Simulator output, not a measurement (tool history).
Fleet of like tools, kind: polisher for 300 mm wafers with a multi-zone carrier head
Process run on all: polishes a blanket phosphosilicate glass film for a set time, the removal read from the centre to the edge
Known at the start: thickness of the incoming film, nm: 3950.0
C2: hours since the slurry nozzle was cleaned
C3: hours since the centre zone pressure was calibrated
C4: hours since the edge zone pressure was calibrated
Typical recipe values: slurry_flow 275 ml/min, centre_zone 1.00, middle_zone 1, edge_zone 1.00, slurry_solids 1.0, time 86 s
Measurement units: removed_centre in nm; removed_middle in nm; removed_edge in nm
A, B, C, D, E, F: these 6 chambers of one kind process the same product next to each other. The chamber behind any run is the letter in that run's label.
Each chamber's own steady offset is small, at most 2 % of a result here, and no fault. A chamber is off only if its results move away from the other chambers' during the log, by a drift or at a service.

At hour 1.5: chamber F: worn pad replaced by a new one.
Run 1C, hour 10.5: usual settings; wafers polished on this pad 516; C2 192.6; C3 870.7; C4 962.8. Result: removed_centre 456.29 nm, removed_middle 458.62 nm, removed_edge 459.25 nm.
At hour 11.3: chamber D: worn pad replaced by a new one.
At hour 13.0: chamber A: centre zone pressure recalibrated.
Run 2D, hour 21.1: usual settings; wafers polished on this pad 60; C2 535.6; C3 799.4; C4 445.7. Result: removed_centre 463.01 nm, removed_middle 459.73 nm, removed_edge 463.86 nm.
Run 3E, hour 27.4: usual settings; wafers polished on this pad 236; C2 879.9; C3 251.0; C4 1094.5. Result: removed_centre 454.68 nm, removed_middle 463.85 nm, removed_edge 456.23 nm.
Run 4F, hour 35.8: usual settings; wafers polished on this pad 210; C2 800.7; C3 204.2; C4 170.6. Result: removed_centre 458.71 nm, removed_middle 457.32 nm, removed_edge 464.08 nm.
Run 5B, hour 45.6: usual settings but slurry_flow 350 ml/min, slurry_solids 1.2; wafers polished on this pad 1026; C2 223.1; C3 448.1; C4 993.2. Result: removed_centre 509.59 nm, removed_middle 512.69 nm, removed_edge 509.46 nm.
Run 6A, hour 54.6: usual settings but slurry_flow 350 ml/min, slurry_solids 1.2; wafers polished on this pad 450; C2 352.2; C3 41.6; C4 511.4. Result: removed_centre 517.72 nm, removed_middle 512.20 nm, removed_edge 510.66 nm.
At hour 56.4: chamber E: slurry nozzle cleaned.
Run 7F, hour 63.2: usual settings but slurry_flow 350 ml/min, slurry_solids 1.2; wafers polished on this pad 377; C2 828.1; C3 231.6; C4 198.0. Result: removed_centre 498.96 nm, removed_middle 507.76 nm, removed_edge 508.74 nm.
At hour 70.7: chamber C: edge zone pressure recalibrated.
Run 8C, hour 71.3: usual settings but slurry_flow 350 ml/min, slurry_solids 1.2; wafers polished on this pad 888; C2 253.4; C3 931.5; C4 0.6. Result: removed_centre 499.28 nm, removed_middle 500.78 nm, removed_edge 512.29 nm.
Run 9E, hour 80.6: usual settings but slurry_flow 350 ml/min, slurry_solids 1.2; wafers polished on this pad 562; C2 24.2; C3 304.2; C4 1147.7. Result: removed_centre 496.85 nm, removed_middle 517.87 nm, removed_edge 512.86 nm.
At hour 82.4: chamber C: worn pad replaced by a new one.
At hour 84.6: chamber C: centre zone pressure recalibrated.
Run 10A, hour 90.5: usual settings but slurry_flow 350 ml/min, slurry_solids 1.2; wafers polished on this pad 670; C2 388.1; C3 77.5; C4 547.3. Result: removed_centre 526.40 nm, removed_middle 518.17 nm, removed_edge 505.39 nm.
Run 11D, hour 98.4: usual settings; wafers polished on this pad 533; C2 612.9; C3 876.7; C4 523.0. Result: removed_centre 462.37 nm, removed_middle 469.11 nm, removed_edge 453.18 nm.
At hour 99.5: chamber B: worn pad replaced by a new one.
Run 12B, hour 107.5: usual settings; wafers polished on this pad 49; C2 285.0; C3 510.0; C4 1055.1. Result: removed_centre 456.04 nm, removed_middle 465.09 nm, removed_edge 461.92 nm.
Run 13C, hour 112.6: usual settings; wafers polished on this pad 185; C2 294.7; C3 28.1; C4 41.9. Result: removed_centre 467.26 nm, removed_middle 458.33 nm, removed_edge 462.31 nm.
Run 14E, hour 118.4: usual settings but edge_zone 1.05, slurry_solids 1.1; wafers polished on this pad 793; C2 62.0; C3 342.0; C4 1185.5. Result: removed_centre 479.53 nm, removed_middle 486.89 nm, removed_edge 492.88 nm.
At hour 122.0: chamber C: slurry nozzle cleaned.
At hour 122.1: chamber B: slurry nozzle cleaned.
Run 15D, hour 125.2: usual settings but edge_zone 1.05, slurry_solids 1.1; wafers polished on this pad 697; C2 639.7; C3 903.5; C4 549.8. Result: removed_centre 484.70 nm, removed_middle 487.16 nm, removed_edge 496.21 nm.
Run 16A, hour 133.3: usual settings but edge_zone 1.05, slurry_solids 1.1; wafers polished on this pad 932; C2 430.9; C3 120.3; C4 590.1. Result: removed_centre 490.52 nm, removed_middle 470.46 nm, removed_edge 498.40 nm.
Run 17F, hour 138.5: usual settings but edge_zone 1.05, slurry_solids 1.1; wafers polished on this pad 838; C2 903.4; C3 306.9; C4 273.3. Result: removed_centre 474.69 nm, removed_middle 474.28 nm, removed_edge 497.82 nm.
Run 18B, hour 144.8: usual settings but edge_zone 1.05, slurry_solids 1.1; wafers polished on this pad 277; C2 22.8; C3 547.3; C4 1092.4. Result: removed_centre 474.92 nm, removed_middle 489.29 nm, removed_edge 503.31 nm.
At hour 146.6: chamber F: slurry nozzle cleaned.
At hour 147.5: chamber F: worn pad replaced by a new one.
Run 19F, hour 153.7: usual settings but edge_zone 1.05, slurry_solids 1.1; wafers polished on this pad 38; C2 7.2; C3 322.1; C4 288.5. Result: removed_centre 487.07 nm, removed_middle 480.54 nm, removed_edge 493.67 nm.
At hour 156.7: chamber D: worn pad replaced by a new one.
Run 20C, hour 162.3: usual settings; wafers polished on this pad 489; C2 40.3; C3 77.8; C4 91.6. Result: removed_centre 468.92 nm, removed_middle 456.79 nm, removed_edge 457.08 nm.
At hour 169.2: chamber E: worn pad replaced by a new one.
Run 21A, hour 170.4: usual settings; wafers polished on this pad 1159; C2 468.0; C3 157.4; C4 627.2. Result: removed_centre 460.64 nm, removed_middle 444.94 nm, removed_edge 447.34 nm.
Run 22B, hour 180.3: usual settings; wafers polished on this pad 494; C2 58.3; C3 582.8; C4 1127.9. Result: removed_centre 460.30 nm, removed_middle 453.02 nm, removed_edge 465.06 nm.
Run 23D, hour 186.9: usual settings; wafers polished on this pad 184; C2 701.4; C3 965.2; C4 611.5. Result: removed_centre 471.93 nm, removed_middle 459.67 nm, removed_edge 465.87 nm.
Run 24E, hour 197.5: usual settings; wafers polished on this pad 173; C2 141.1; C3 421.1; C4 1264.6. Result: removed_centre 449.52 nm, removed_middle 467.69 nm, removed_edge 463.02 nm.
Run 25E, hour 206.7: usual settings; wafers polished on this pad 229; C2 150.3; C3 430.3; C4 1273.8. Result: removed_centre 455.14 nm, removed_middle 464.88 nm, removed_edge 457.74 nm.
At hour 215.4: chamber D: centre zone pressure recalibrated.
Run 26F, hour 216.4: usual settings; wafers polished on this pad 421; C2 69.9; C3 384.8; C4 351.2. Result: removed_centre 447.94 nm, removed_middle 470.39 nm, removed_edge 464.46 nm.
Run 27B, hour 225.6: usual settings; wafers polished on this pad 772; C2 103.6; C3 628.1; C4 1173.2. Result: removed_centre 451.84 nm, removed_middle 469.67 nm, removed_edge 470.17 nm.
At hour 234.2: chamber E: centre zone pressure recalibrated.
At hour 234.4: chamber E: edge zone pressure recalibrated.
Run 28A, hour 235.5: usual settings; wafers polished on this pad 1557; C2 533.1; C3 222.5; C4 692.3. Result: removed_centre 435.87 nm, removed_middle 422.21 nm, removed_edge 432.50 nm.
Run 29C, hour 246.0: usual settings but slurry_flow 335 ml/min, centre_zone 1.05; wafers polished on this pad 1001; C2 124.0; C3 161.5; C4 175.3. Result: removed_centre 504.98 nm, removed_middle 469.71 nm, removed_edge 458.87 nm.
At hour 248.9: chamber A: slurry nozzle cleaned.
Run 30D, hour 252.1: usual settings but slurry_flow 335 ml/min, centre_zone 1.05; wafers polished on this pad 583; C2 766.6; C3 36.8; C4 676.7. Result: removed_centre 515.85 nm, removed_middle 477.92 nm, removed_edge 467.69 nm.
Run 31F, hour 260.3: usual settings but slurry_flow 335 ml/min, centre_zone 1.05; wafers polished on this pad 690; C2 113.8; C3 428.7; C4 395.1. Result: removed_centre 501.71 nm, removed_middle 470.50 nm, removed_edge 469.87 nm.
Run 32A, hour 269.0: usual settings but slurry_flow 335 ml/min, centre_zone 1.05; wafers polished on this pad 1762; C2 20.2; C3 256.0; C4 725.8. Result: removed_centre 457.33 nm, removed_middle 415.67 nm, removed_edge 424.70 nm.
At hour 270.8: chamber C: worn pad replaced by a new one.
Run 33E, hour 273.8: usual settings but slurry_flow 335 ml/min, centre_zone 1.05; wafers polished on this pad 640; C2 217.4; C3 39.6; C4 39.5. Result: removed_centre 485.47 nm, removed_middle 478.99 nm, removed_edge 463.81 nm.
Run 34C, hour 279.1: usual settings but slurry_flow 335 ml/min, centre_zone 1.05; wafers polished on this pad 51; C2 157.1; C3 194.6; C4 208.4. Result: removed_centre 500.74 nm, removed_middle 465.77 nm, removed_edge 468.24 nm.
Run 35B, hour 289.0: usual settings; wafers polished on this pad 1160; C2 167.0; C3 691.5; C4 1236.6. Result: removed_centre 460.56 nm, removed_middle 461.21 nm, removed_edge 471.63 nm.
Run 36D, hour 299.2: usual settings; wafers polished on this pad 872; C2 813.7; C3 83.9; C4 723.8. Result: removed_centre 474.94 nm, removed_middle 464.69 nm, removed_edge 459.29 nm.

One chamber off, gauge drift, or nothing amiss beyond the chambers' own small offsets? If it is a chamber, which one, and what is the likeliest cause?

One chamber, A, drifts off from the rest bit by bit.
What lies behind it: removal rate lost through wear of the pad, % = 12.4.

Below are 4 candidate recipes for chamber A's next run, each the usual settings with a change, their results shown as question marks. Which of them brings A's results back in line with what the other chambers give on the usual settings?
Counts as in line when no further than this from what the other chambers average on the usual settings: removed_centre 20.00 nm; removed_middle 15.00 nm; removed_edge 14.00 nm
Run 37A-1, hour 306.8: usual settings but slurry_flow 280 ml/min, centre_zone 0.99, middle_zone 1.02, slurry_solids 1.05, time 95 s. Result: removed_centre ?, removed_middle ?, removed_edge ?.
Run 37A-2, hour 306.8: usual settings but slurry_flow 270 ml/min, centre_zone 1.02, middle_zone 0.96, slurry_solids 0.95, time 69 s. Result: removed_centre ?, removed_middle ?, removed_edge ?.
Run 37A-3, hour 306.8: usual settings but slurry_flow 280 ml/min, centre_zone 0.98, middle_zone 1.04, slurry_solids 1.10, time 107 s. Result: removed_centre ?, removed_middle ?, removed_edge ?.
Run 37A-4, hour 306.8: usual settings but slurry_flow 270 ml/min, centre_zone 1.01, middle_zone 0.98, slurry_solids 0.95, time 77 s. Result: removed_centre ?, removed_middle ?, removed_edge ?.

Usual-settings mean across the other chambers: removed_centre 459.94 nm; removed_middle 462.56 nm; removed_edge 462.13 nm
  run  removed_centre  removed_middle  removed_edge
37A-1          463.23          461.72        459.91
37A-2          331.15          302.37        318.97
37A-3          526.31          539.98        528.20
37A-4          365.61          343.85        355.84
37A-1 puts the chamber back in line with the other chambers.

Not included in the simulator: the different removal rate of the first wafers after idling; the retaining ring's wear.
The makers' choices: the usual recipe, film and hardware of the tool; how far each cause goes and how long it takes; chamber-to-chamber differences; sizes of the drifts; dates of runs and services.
